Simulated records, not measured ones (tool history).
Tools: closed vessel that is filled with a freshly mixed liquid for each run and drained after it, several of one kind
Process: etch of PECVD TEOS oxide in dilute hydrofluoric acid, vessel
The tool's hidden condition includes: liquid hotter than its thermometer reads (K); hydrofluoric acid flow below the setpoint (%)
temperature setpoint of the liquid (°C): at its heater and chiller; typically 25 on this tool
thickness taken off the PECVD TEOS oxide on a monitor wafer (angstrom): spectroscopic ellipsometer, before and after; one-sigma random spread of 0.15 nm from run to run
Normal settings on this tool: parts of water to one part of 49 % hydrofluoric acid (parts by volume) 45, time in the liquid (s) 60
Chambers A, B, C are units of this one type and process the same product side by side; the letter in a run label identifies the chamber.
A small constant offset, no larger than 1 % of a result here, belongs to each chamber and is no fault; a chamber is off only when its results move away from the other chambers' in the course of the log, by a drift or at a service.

| run | hour | temperature setpoint of the liquid (°C) | parts of water to one part of 49 % hydrofluoric acid (parts by volume) | time in the liquid (s) | hours since the thermometer was replaced | hours since the hydrofluoric acid flow meter was replaced | read-back film thickness of the PECVD TEOS oxide reference wafer, read on the same gauge (nm) | thickness taken off the PECVD TEOS oxide on a monitor wafer (angstrom) |
|---|---|---|---|---|---|---|---|---|
| 1B | 11 | 25 | 45 | 60 | 1924.7 | 1383.2 | 69.998 | 316.77 |
| 2A | 20.9 | 25 | 45 | 60 | 1124.3 | 666.6 | 69.983 | 313.72 |
|  | 32.8 | chamber B: hydrofluoric acid flow meter replaced |
| 3C | 36.1 | 25 | 45 | 60 | 209.7 | 1152 | 70.019 | 313.41 |
| 4B | 46.4 | 25 | 45 | 60 | 1960.1 | 13.7 | 70.019 | 317.95 |
| 5C | 61.9 | 20 | 55 | 60 | 235.5 | 1177.8 | 69.992 | 203.98 |
| 6A | 76.7 | 20 | 55 | 60 | 1180.1 | 722.4 | 69.998 | 206.8 |
| 7B | 89 | 20 | 55 | 60 | 2002.7 | 56.3 | 69.971 | 209.46 |
| 8A | 95.8 | 25 | 35 | 75 | 1199.2 | 741.5 | 70 | 517.37 |
| 9C | 102.5 | 25 | 35 | 75 | 276.1 | 1218.4 | 70.026 | 509.68 |
| 10B | 109.5 | 25 | 35 | 75 | 2023.2 | 76.8 | 70.018 | 519.79 |
| 11C | 117.9 | 25 | 45 | 60 | 291.5 | 1233.8 | 69.994 | 308.45 |
| 12A | 129 | 25 | 45 | 60 | 1232.4 | 774.7 | 69.964 | 312.58 |
| 13A | 143.8 | 25 | 45 | 45 | 1247.2 | 789.5 | 70.011 | 236.85 |
| 14B | 156.3 | 25 | 45 | 45 | 2070 | 123.6 | 70.004 | 239.04 |
| 15C | 165.8 | 25 | 45 | 45 | 339.4 | 1281.7 | 69.927 | 227.96 |
| 16C | 175.8 | 23.5 | 60 | 60 | 349.4 | 1291.7 | 70.035 | 211.01 |
| 17B | 185.9 | 23.5 | 60 | 60 | 2099.6 | 153.2 | 69.98 | 217.69 |
| 18A | 195.1 | 23.5 | 60 | 60 | 1298.5 | 840.8 | 70.042 | 216.97 |
| 19C | 209.1 | 25 | 45 | 60 | 382.7 | 1325 | 70.025 | 304.46 |
| 20B | 215.8 | 25 | 45 | 60 | 2129.5 | 183.1 | 70.007 | 316.53 |
| 21A | 227 | 25 | 45 | 60 | 1330.4 | 872.7 | 70.004 | 315.72 |
| 22B | 241.7 | 25 | 45 | 60 | 2155.4 | 209 | 70.007 | 317.42 |
| 23A | 249.5 | 25 | 45 | 60 | 1352.9 | 895.2 | 70.019 | 315.45 |
|  | 254.7 | chamber A: hydrofluoric acid flow meter replaced |
| 24C | 264 | 25 | 45 | 60 | 437.6 | 1379.9 | 70.007 | 301.11 |
| 25C | 276.6 | 25 | 45 | 60 | 450.2 | 1392.5 | 70.005 | 300.64 |
| 26A | 284.1 | 25 | 45 | 60 | 1387.5 | 29.4 | 69.97 | 314.3 |
| 27B | 294.9 | 25 | 45 | 60 | 2208.6 | 262.2 | 69.993 | 318.87 |
| 28A | 309.7 | 25 | 45 | 60 | 1413.1 | 55 | 70.018 | 316.55 |
|  | 310.9 | chamber B: thermometer replaced |
| 29B | 323.7 | 25 | 45 | 60 | 12.8 | 291 | 69.971 | 318.35 |
| 30C | 335.2 | 25 | 55 | 60 | 508.8 | 1451.1 | 70.035 | 238.87 |
| 31C | 343 | 25 | 55 | 60 | 516.6 | 1458.9 | 69.988 | 240.14 |
| 32A | 352 | 25 | 55 | 60 | 1455.4 | 97.3 | 69.997 | 252.26 |
| 33B | 366.4 | 25 | 45 | 60 | 55.5 | 333.7 | 70.029 | 318.69 |
| 34C | 379.8 | 25 | 45 | 60 | 553.4 | 1495.7 | 70.001 | 297.18 |
| 35A | 387.7 | 25 | 45 | 60 | 1491.1 | 133 | 70.003 | 315.59 |
| 36B | 399.1 | 25 | 45 | 60 | 88.2 | 366.4 | 70.008 | 318.23 |

Is one chamber off against the others, does the gauge drift, or is nothing wrong? If a chamber is off, say which, and what the likeliest cause is.

It is chamber C that slowly wanders off from its peers.
Likeliest cause: hydrofluoric acid flow below the setpoint (%) = 5.41.
It could be hard to tell apart here from: liquid colder than its thermometer reads (K).

Chamber C could run next with any of the 4 candidate recipes listed below; each alters the usual settings, and their results appear as question marks. Which one brings its results back in line with what the other chambers deliver on the usual settings?
In-line tolerance around the mean of the other chambers on the usual settings: thickness taken off the PECVD TEOS oxide on a monitor wafer (angstrom) 5.2
| 37C-1 | 410.3 | 25 | 50 | 60 |  |  |  | ? |
| 37C-2 | 410.3 | 25.5 | 45 | 65 |  |  |  | ? |
| 37C-3 | 410.3 | 26.5 | 45 | 60 |  |  |  | ? |
| 37C-4 | 410.3 | 23.5 | 45 | 60 |  |  |  | ? |

Usual-settings mean across the other chambers: thickness taken off the PECVD TEOS oxide on a monitor wafer (angstrom) 316.12
| run | thickness taken off the PECVD TEOS oxide on a monitor wafer (angstrom) |
|---|---|
| 37C-1 | 264.08 |
| 37C-2 | 327.12 |
| 37C-3 | 314.59 |
| 37C-4 | 277.8 |
The right change is 37C-3: it brings the chamber back within the allowed miss of the others.
